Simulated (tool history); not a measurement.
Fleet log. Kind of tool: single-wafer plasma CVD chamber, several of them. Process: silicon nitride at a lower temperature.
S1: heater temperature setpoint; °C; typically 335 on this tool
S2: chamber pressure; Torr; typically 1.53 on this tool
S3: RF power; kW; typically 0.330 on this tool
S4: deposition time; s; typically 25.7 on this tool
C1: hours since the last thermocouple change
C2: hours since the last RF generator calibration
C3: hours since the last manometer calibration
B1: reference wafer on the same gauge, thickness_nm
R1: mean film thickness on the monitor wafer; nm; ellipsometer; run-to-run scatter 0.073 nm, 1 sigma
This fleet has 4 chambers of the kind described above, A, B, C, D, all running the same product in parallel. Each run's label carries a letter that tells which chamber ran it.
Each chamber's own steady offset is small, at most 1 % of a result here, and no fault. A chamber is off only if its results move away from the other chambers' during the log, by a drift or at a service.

Run 1B, hour 3.9: usual settings; C1 1439.2; C2 84.5; C3 249.1; B1 32.490. Result: R1 31.612 nm.
Run 2C, hour 8.1: usual settings; C1 333.1; C2 494.4; C3 473.0; B1 32.488. Result: R1 32.123 nm.
Run 3A, hour 11.8: usual settings; C1 238.6; C2 37.9; C3 1579.7; B1 32.515. Result: R1 32.221 nm.
Run 4D, hour 16.2: usual settings; C1 1435.8; C2 1285.6; C3 741.9; B1 32.488. Result: R1 32.379 nm.
Run 5A, hour 19.5: usual settings; C1 246.3; C2 45.6; C3 1587.4; B1 32.498. Result: R1 32.203 nm.
Run 6B, hour 25.1: usual settings; C1 1460.4; C2 105.7; C3 270.3; B1 32.509. Result: R1 31.656 nm.
Run 7C, hour 30.6: usual settings; C1 355.6; C2 516.9; C3 495.5; B1 32.495. Result: R1 32.197 nm.
Run 8D, hour 33.9: usual settings; C1 1453.5; C2 1303.3; C3 759.6; B1 32.496. Result: R1 32.315 nm.
Run 9C, hour 39.6: usual settings; C1 364.6; C2 525.9; C3 504.5; B1 32.498. Result: R1 31.982 nm.
Run 10B, hour 43.5: usual settings but S3 0.300 kW; C1 1478.8; C2 124.1; C3 288.7; B1 32.511. Result: R1 29.772 nm.
Run 11A, hour 49.6: usual settings but S3 0.300 kW; C1 276.4; C2 75.7; C3 1617.5; B1 32.497. Result: R1 30.225 nm.
Run 12D, hour 54.7: usual settings but S3 0.300 kW; C1 1474.3; C2 1324.1; C3 780.4; B1 32.502. Result: R1 30.345 nm.
Run 13A, hour 59.7: usual settings but S3 0.300 kW; C1 286.5; C2 85.8; C3 1627.6; B1 32.495. Result: R1 30.205 nm.
Run 14D, hour 63.6: usual settings; C1 1483.2; C2 1333.0; C3 789.3; B1 32.503. Result: R1 32.281 nm.
Run 15C, hour 68.3: usual settings; C1 393.3; C2 554.6; C3 533.2; B1 32.510. Result: R1 32.244 nm.
Run 16B, hour 72.6: usual settings; C1 1507.9; C2 153.2; C3 317.8; B1 32.514. Result: R1 31.619 nm.
Run 17C, hour 75.6: usual settings; C1 400.6; C2 561.9; C3 540.5; B1 32.504. Result: R1 32.213 nm.
Run 18D, hour 79.1: usual settings; C1 1498.7; C2 1348.5; C3 804.8; B1 32.502. Result: R1 32.330 nm.
Run 19A, hour 85.0: usual settings; C1 311.8; C2 111.1; C3 1652.9; B1 32.488. Result: R1 32.318 nm.
Run 20B, hour 90.1: usual settings; C1 1525.4; C2 170.7; C3 335.3; B1 32.508. Result: R1 31.725 nm.
Run 21C, hour 95.2: usual settings; C1 420.2; C2 581.5; C3 560.1; B1 32.498. Result: R1 32.270 nm.
Run 22B, hour 98.8: usual settings; C1 1534.1; C2 179.4; C3 344.0; B1 32.498. Result: R1 31.779 nm.
Run 23A, hour 101.7: usual settings; C1 328.5; C2 127.8; C3 1669.6; B1 32.497. Result: R1 32.244 nm.
Run 24D, hour 107.5: usual settings but S1 342 °C; C1 1527.1; C2 1376.9; C3 833.2; B1 32.510. Result: R1 32.236 nm.
Run 25C, hour 111.3: usual settings but S1 342 °C; C1 436.3; C2 597.6; C3 576.2; B1 32.485. Result: R1 32.152 nm.
Run 26D, hour 116.1: usual settings but S1 342 °C; C1 1535.7; C2 1385.5; C3 841.8; B1 32.496. Result: R1 32.173 nm.
Run 27B, hour 120.1: usual settings but S1 342 °C; C1 1555.4; C2 200.7; C3 365.3; B1 32.498. Result: R1 31.556 nm.
Run 28A, hour 123.5: usual settings; C1 350.3; C2 149.6; C3 1691.4; B1 32.499. Result: R1 32.273 nm.
Run 29C, hour 126.3: usual settings; C1 451.3; C2 612.6; C3 591.2; B1 32.502. Result: R1 32.153 nm.
Run 30D, hour 130.3: usual settings; C1 1549.9; C2 1399.7; C3 856.0; B1 32.504. Result: R1 32.362 nm.
Run 31A, hour 133.4: usual settings; C1 360.2; C2 159.5; C3 1701.3; B1 32.503. Result: R1 32.076 nm.
Run 32B, hour 136.9: usual settings but S1 324 °C; C1 1572.2; C2 217.5; C3 382.1; B1 32.502. Result: R1 31.871 nm.
Run 33D, hour 142.6: usual settings but S1 324 °C; C1 1562.2; C2 1412.0; C3 868.3; B1 32.500. Result: R1 32.478 nm.
Run 34A, hour 146.6: usual settings but S1 324 °C; C1 373.4; C2 172.7; C3 1714.5; B1 32.519. Result: R1 32.289 nm.
Run 35B, hour 149.6: usual settings but S1 324 °C; C1 1584.9; C2 230.2; C3 394.8; B1 32.493. Result: R1 31.855 nm.

Next, every chamber runs the same settings. What will each give?
Run 36A, hour 154.0: usual settings. Result: R1 ?.
Run 36B, hour 154.0: usual settings. Result: R1 ?.
Run 36C, hour 154.0: usual settings. Result: R1 ?.
Run 36D, hour 154.0: usual settings. Result: R1 ?.

run      R1
36A  32.207
36B  31.761
36C  32.206
36D  32.255

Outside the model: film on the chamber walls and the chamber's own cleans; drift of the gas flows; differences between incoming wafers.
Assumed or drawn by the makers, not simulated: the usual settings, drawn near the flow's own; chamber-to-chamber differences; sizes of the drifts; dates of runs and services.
